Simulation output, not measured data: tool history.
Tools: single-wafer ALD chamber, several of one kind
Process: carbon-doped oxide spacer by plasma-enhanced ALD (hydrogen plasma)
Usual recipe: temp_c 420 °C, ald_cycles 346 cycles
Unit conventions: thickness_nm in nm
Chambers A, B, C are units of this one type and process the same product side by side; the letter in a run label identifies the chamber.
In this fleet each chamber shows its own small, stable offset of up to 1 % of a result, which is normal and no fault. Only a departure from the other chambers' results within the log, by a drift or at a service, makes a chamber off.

run   hour  temp_c  ald_cycles  hours since the last thermocouple change  read-back reference wafer on the same gauge, thickness_nm  thickness_nm
 1C   12.6     420         346                                     142.3                                                     13.096        16.215
 2A   21.3     420         346                                     373.1                                                     13.101        16.197
 3B   33.4     420         346                                     760.8                                                     13.109        16.416
 4C   41.0     420         346                                     170.7                                                     13.100        16.281
 5B   50.1     420         346                                     777.5                                                     13.102        16.365
 6A   63.1     420         280                                     414.9                                                     13.103        13.100
 7B   70.9     420         280                                     798.3                                                     13.100        13.260
 8A   79.4     420         280                                     431.2                                                     13.096        13.149
 9C   86.4     420         346                                     216.1                                                     13.098        16.216
10A   96.0     420         346                                     447.8                                                     13.099        16.235
11B  107.4     420         346                                     834.8                                                     13.098        16.500
12C  115.1     420         346                                     244.8                                                     13.105        16.304
13A  125.2     420         346                                     477.0                                                     13.100        16.193
14C  132.9     420         346                                     262.6                                                     13.104        16.341
15B  140.1     420         346                                     867.5                                                     13.098        16.572
16A  147.1     420         346                                     498.9                                                     13.105        16.238
17C  154.7     420         346                                     284.4                                                     13.102        16.301
18B  164.7     420         346                                     892.1                                                     13.100        16.602
19B  174.2     420         346                                     901.6                                                     13.103        16.623
20A  185.5     420         346                                     537.3                                                     13.097        16.175

Read the log: is a single chamber off, either drifting away or since a service, is the gauge that measures every chamber drifting, or is nothing wrong beyond small per-chamber offsets? Name any odd chamber and what most likely caused it.

Chamber B drifts away from the others.
What lies behind it: wafer temperature below the value expected at the setpoint (K) = 4.73.

Here are 4 candidates for chamber B's next run, each the usual settings with a change, their results left as question marks. Which one brings its results back in line with what the others give on the usual settings?
In-line tolerance around the mean of the other chambers on the usual settings: thickness_nm 0.130 nm
21B-1  196.8     412         346                                                                                                                  ?
21B-2  196.8     420         350                                                                                                                  ?
21B-3  196.8     420         338                                                                                                                  ?
21B-4  196.8     420         343                                                                                                                  ?

Average result of the remaining chambers running the usual settings: thickness_nm 16.249 nm
  run  thickness_nm
21B-1        17.107
21B-2        16.877
21B-3        16.298
21B-4        16.540
21B-3 brings the chamber back in line.
